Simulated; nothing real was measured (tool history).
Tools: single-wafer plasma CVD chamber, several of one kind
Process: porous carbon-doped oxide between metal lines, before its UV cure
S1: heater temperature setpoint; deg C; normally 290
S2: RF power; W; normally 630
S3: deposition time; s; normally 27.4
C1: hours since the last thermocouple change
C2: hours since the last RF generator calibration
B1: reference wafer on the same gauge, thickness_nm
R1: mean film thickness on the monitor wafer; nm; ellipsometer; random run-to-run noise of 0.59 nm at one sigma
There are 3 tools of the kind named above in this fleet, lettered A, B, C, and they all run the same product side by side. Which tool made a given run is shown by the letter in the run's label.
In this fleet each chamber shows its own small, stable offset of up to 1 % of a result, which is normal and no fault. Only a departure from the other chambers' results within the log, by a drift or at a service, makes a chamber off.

run     day   S1   S2    S3      C1      C2      B1      R1
 1B   0.279  290  630  27.4   872.6   871.1  166.08  180.85
 2A   0.638  290  630  27.4  1176.8    33.9  166.02  184.35
 3C   1.004  290  630  27.4  1576.1   467.5  166.12  182.82
 4B   1.242  290  630  27.4   895.7   894.2  165.97  181.99
 5C   1.450  290  630  27.4  1586.8   478.2  165.91  182.24
 6A   1.783  282  630  32.1  1204.3    61.4  166.11  225.67
 7B   2.117  282  630  32.1   916.7   915.2  166.03  222.20
 8A   2.275  282  630  32.1  1216.1    73.2  165.98  224.80
 9C   2.550  290  630  27.4  1613.2   504.6  165.99  181.65
10A   2.729  290  630  27.4  1227.0    84.1  166.06  184.46
11B   2.912  290  630  27.4   935.8   934.3  165.89  182.16
12C   3.108  290  630  27.4  1626.6   518.0  166.17  181.17
13B   3.292  290  630  27.4   944.9   943.4  165.95  182.67
14A   3.483  290  630  27.4  1245.1   102.2  166.16  184.83
15C   3.712  290  630  27.4  1641.1   532.5  165.98  180.83
16C   4.021  290  630  27.4  1648.5   539.9  165.98  179.48
17A   4.321  290  630  27.4  1265.2   122.3  166.03  183.96
18B   4.654  290  630  27.4   977.6   976.1  165.90  181.72
19C   4.875  301  630  30.1  1669.0   560.4  165.96  185.44
20B   5.042  301  630  30.1   986.9   985.4  166.17  187.24
21A   5.312  301  630  30.1  1289.0   146.1  166.01  188.44
22B   5.512  290  630  27.4   998.2   996.7  166.02  182.91
23C   5.867  290  630  27.4  1692.8   584.2  165.88  181.41
24A   6.162  290  575  29.7  1309.4   166.5  165.87  185.81
25C   6.375  290  575  29.7  1705.0   596.4  165.96  182.92
26A   6.662  290  575  29.7  1321.4   178.5  165.91  184.92
27B   6.979  290  630  27.4  1033.4  1031.9  166.04  182.66
28B   7.312  290  630  27.4  1041.4  1039.9  166.06  181.48
29C   7.654  290  630  27.4  1735.7   627.1  165.81  179.62
30A   7.979  290  630  27.4  1353.0   210.1  165.93  183.73
31A   8.250  290  630  27.4  1359.5   216.6  165.96  183.66
32B   8.538  290  630  27.4  1070.8  1069.3  165.95  181.96
33C   8.871  290  630  27.4  1764.9   656.3  165.92  177.94
34A   9.204  280  630  22.5  1382.4   239.5  165.94  161.12
35C   9.525  280  630  22.5  1780.6   672.0  166.01  157.27
36B   9.692  280  630  22.5  1098.5  1097.0  166.06  160.76
37A   9.858  290  630  27.4  1398.1   255.2  166.00  183.52
38B  10.088  290  630  27.4  1108.0  1106.5  166.06  182.73

Has any chamber moved away from the others, gradually or after a service, or does the common gauge drift, or do the chambers differ only by their own small steady offsets? State the chamber and the most likely cause if one applies.

It is chamber C that slowly wanders off from its peers.
What lies behind it: delivered RF power below the setpoint (%) = 3.36.
The log may not tell that from: wafer temperature above the value expected at the setpoint (K).

Chamber C could run next with any of the 4 candidate recipes listed below; each alters the usual settings, and their results appear as question marks. Which one brings its results back in line with what the other chambers deliver on the usual settings?
Counts as in line when no further than this from what the other chambers average on the usual settings: R1 2.10 nm
39C-1  10.350  289  645  28.2               ?
39C-2  10.350  291  625  26.9               ?
39C-3  10.350  293  600  27.4               ?
39C-4  10.350  285  630  27.4               ?

Other chambers, usual settings, mean: R1 182.85 nm
  run      R1
39C-1  186.77
39C-2  172.73
39C-3  169.23
39C-4  183.30
39C-4 brings the chamber back in line.
